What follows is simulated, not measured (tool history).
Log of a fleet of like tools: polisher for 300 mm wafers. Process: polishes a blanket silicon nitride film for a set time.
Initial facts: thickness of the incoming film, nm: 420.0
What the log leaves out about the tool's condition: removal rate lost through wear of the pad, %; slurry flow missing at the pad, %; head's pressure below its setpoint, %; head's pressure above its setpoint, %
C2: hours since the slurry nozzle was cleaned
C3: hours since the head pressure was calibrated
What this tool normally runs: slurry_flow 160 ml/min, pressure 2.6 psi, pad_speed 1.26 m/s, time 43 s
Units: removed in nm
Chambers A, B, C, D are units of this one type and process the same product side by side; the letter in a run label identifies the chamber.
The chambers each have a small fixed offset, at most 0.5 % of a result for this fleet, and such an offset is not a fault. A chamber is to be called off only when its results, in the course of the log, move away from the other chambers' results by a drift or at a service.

Run 1A, hour 2.4: usual settings; wafers polished on this pad 116; C2 277.5; C3 1056.1. Result: removed 67.819 nm.
Run 2B, hour 5.9: usual settings; wafers polished on this pad 216; C2 128.9; C3 1121.6. Result: removed 66.911 nm.
Run 3D, hour 7.8: usual settings; wafers polished on this pad 950; C2 101.6; C3 269.8. Result: removed 67.879 nm.
At hour 11.2: chamber C: worn pad replaced by a new one.
Run 4C, hour 11.4: usual settings; wafers polished on this pad 2; C2 121.4; C3 1143.5. Result: removed 66.02 nm.
Run 5B, hour 15.3: usual settings; wafers polished on this pad 319; C2 138.3; C3 1131. Result: removed 67.161 nm.
Run 6C, hour 18.9: usual settings; wafers polished on this pad 85; C2 128.9; C3 1151. Result: removed 66.775 nm.
Run 7D, hour 21.5: usual settings; wafers polished on this pad 1102; C2 115.3; C3 283.5. Result: removed 67.529 nm.
Run 8A, hour 24.1: usual settings; wafers polished on this pad 356; C2 299.2; C3 1077.8. Result: removed 67.353 nm.
At hour 24.3: chamber D: worn pad replaced by a new one.
Run 9C, hour 27.2: usual settings but pressure 3 psi; wafers polished on this pad 176; C2 137.2; C3 1159.3. Result: removed 79.031 nm.
Run 10D, hour 30.7: usual settings but pressure 3 psi; wafers polished on this pad 71; C2 124.5; C3 292.7. Result: removed 76.259 nm.
Run 11A, hour 32.6: usual settings but pressure 3 psi; wafers polished on this pad 450; C2 307.7; C3 1086.3. Result: removed 77.735 nm.
Run 12B, hour 34.8: usual settings but pressure 3 psi; wafers polished on this pad 535; C2 157.8; C3 1150.5. Result: removed 77.139 nm.
Run 13A, hour 37: usual settings but time 53 s; wafers polished on this pad 498; C2 312.1; C3 1090.7. Result: removed 81.536 nm.
Run 14C, hour 40.8: usual settings but time 53 s; wafers polished on this pad 327; C2 150.8; C3 1172.9. Result: removed 83.042 nm.
Run 15D, hour 45.1: usual settings but time 53 s; wafers polished on this pad 230; C2 138.9; C3 307.1. Result: removed 83.828 nm.
At hour 47.9: chamber C: head pressure recalibrated.
Run 16B, hour 48.3: usual settings but time 53 s; wafers polished on this pad 684; C2 171.3; C3 1164. Result: removed 83.378 nm.
Run 17A, hour 52: usual settings; wafers polished on this pad 664; C2 327.1; C3 1105.7. Result: removed 66.96 nm.
Run 18B, hour 56.2: usual settings; wafers polished on this pad 771; C2 179.2; C3 1171.9. Result: removed 65.727 nm.
Run 19C, hour 59.9: usual settings; wafers polished on this pad 538; C2 169.9; C3 12.1. Result: removed 60.939 nm.
Run 20D, hour 63: usual settings; wafers polished on this pad 428; C2 156.8; C3 325. Result: removed 67.024 nm.
Run 21D, hour 66.9: usual settings but slurry_flow 200 ml/min, pad_speed 1.12 m/s; wafers polished on this pad 471; C2 160.7; C3 328.9. Result: removed 63.074 nm.
At hour 67.4: chamber A: head pressure recalibrated.
Run 22A, hour 70.2: usual settings but slurry_flow 200 ml/min, pad_speed 1.12 m/s; wafers polished on this pad 865; C2 345.3; C3 2.8. Result: removed 63.721 nm.
Run 23C, hour 72.4: usual settings but slurry_flow 200 ml/min, pad_speed 1.12 m/s; wafers polished on this pad 676; C2 182.4; C3 24.6. Result: removed 56.384 nm.
Run 24B, hour 75.6: usual settings but slurry_flow 200 ml/min, pad_speed 1.12 m/s; wafers polished on this pad 986; C2 198.6; C3 1191.3. Result: removed 62.281 nm.
Run 25A, hour 78.7: usual settings but pad_speed 1.42 m/s; wafers polished on this pad 959; C2 353.8; C3 11.3. Result: removed 74.263 nm.
Run 26D, hour 81.3: usual settings but pad_speed 1.42 m/s; wafers polished on this pad 630; C2 175.1; C3 343.3. Result: removed 74.539 nm.
At hour 85.5: chamber A: worn pad replaced by a new one.
Run 27C, hour 85.5: usual settings but pad_speed 1.42 m/s; wafers polished on this pad 821; C2 195.5; C3 37.7. Result: removed 65.173 nm.
Run 28B, hour 87.9: usual settings but pad_speed 1.42 m/s; wafers polished on this pad 1121; C2 210.9; C3 1203.6. Result: removed 72.869 nm.
Run 29C, hour 90.8: usual settings but pressure 3.3 psi; wafers polished on this pad 879; C2 200.8; C3 43. Result: removed 76.699 nm.
Run 30D, hour 92.8: usual settings but pressure 3.3 psi; wafers polished on this pad 757; C2 186.6; C3 354.8. Result: removed 85.96 nm.
Run 31B, hour 95.6: usual settings but pressure 3.3 psi; wafers polished on this pad 1207; C2 218.6; C3 1211.3. Result: removed 85.555 nm.
Run 32A, hour 99.9: usual settings but pressure 3.3 psi; wafers polished on this pad 159; C2 375; C3 32.5. Result: removed 85.465 nm.
Run 33B, hour 104: usual settings; wafers polished on this pad 1299; C2 227; C3 1219.7. Result: removed 66.902 nm.
Run 34D, hour 108: usual settings; wafers polished on this pad 925; C2 201.8; C3 370. Result: removed 67.522 nm.
At hour 109.3: chamber B: worn pad replaced by a new one.
Run 35C, hour 111.2: usual settings; wafers polished on this pad 1105; C2 221.2; C3 63.4. Result: removed 60.911 nm.
Run 36A, hour 115: usual settings; wafers polished on this pad 326; C2 390.1; C3 47.6. Result: removed 67.754 nm.
Run 37D, hour 118.1: usual settings; wafers polished on this pad 1037; C2 211.9; C3 380.1. Result: removed 67.172 nm.
Run 38B, hour 122.1: usual settings but pressure 3.2 psi, pad_speed 1.1 m/s; wafers polished on this pad 142; C2 245.1; C3 1237.8. Result: removed 73.097 nm.
Run 39C, hour 126: usual settings but pressure 3.2 psi, pad_speed 1.1 m/s; wafers polished on this pad 1268; C2 236; C3 78.2. Result: removed 67.51 nm.

Has any chamber moved away from the others, gradually or after a service, or does the common gauge drift, or do the chambers differ only by their own small steady offsets? State the chamber and the most likely cause if one applies.

The work done on chamber C during a service left it standing apart from the others.
Likeliest cause: head's pressure below its setpoint, % = 9.84.

Here are 4 candidates for chamber C's next run, each the usual settings with a change, their results left as question marks. Which one brings its results back in line with what the others give on the usual settings?
Counts as in line when no further than this from what the other chambers average on the usual settings: removed 2.2 nm
Run 40C-1, hour 129.1: usual settings but pad_speed 1.2 m/s, time 40 s. Result: removed ?.
Run 40C-2, hour 129.1: usual settings but slurry_flow 165 ml/min, pad_speed 1.42 m/s. Result: removed ?.
Run 40C-3, hour 129.1: usual settings but pressure 2.4 psi, pad_speed 1.18 m/s, time 39 s. Result: removed ?.
Run 40C-4, hour 129.1: usual settings but slurry_flow 165 ml/min, pressure 2.9 psi, time 48 s. Result: removed ?.

Other chambers, usual settings, mean: removed 67.048 nm
  run  removed
40C-1       54
40C-2   66.683
40C-3   47.971
40C-4   75.469
40C-2 puts the chamber back in line with the other chambers.

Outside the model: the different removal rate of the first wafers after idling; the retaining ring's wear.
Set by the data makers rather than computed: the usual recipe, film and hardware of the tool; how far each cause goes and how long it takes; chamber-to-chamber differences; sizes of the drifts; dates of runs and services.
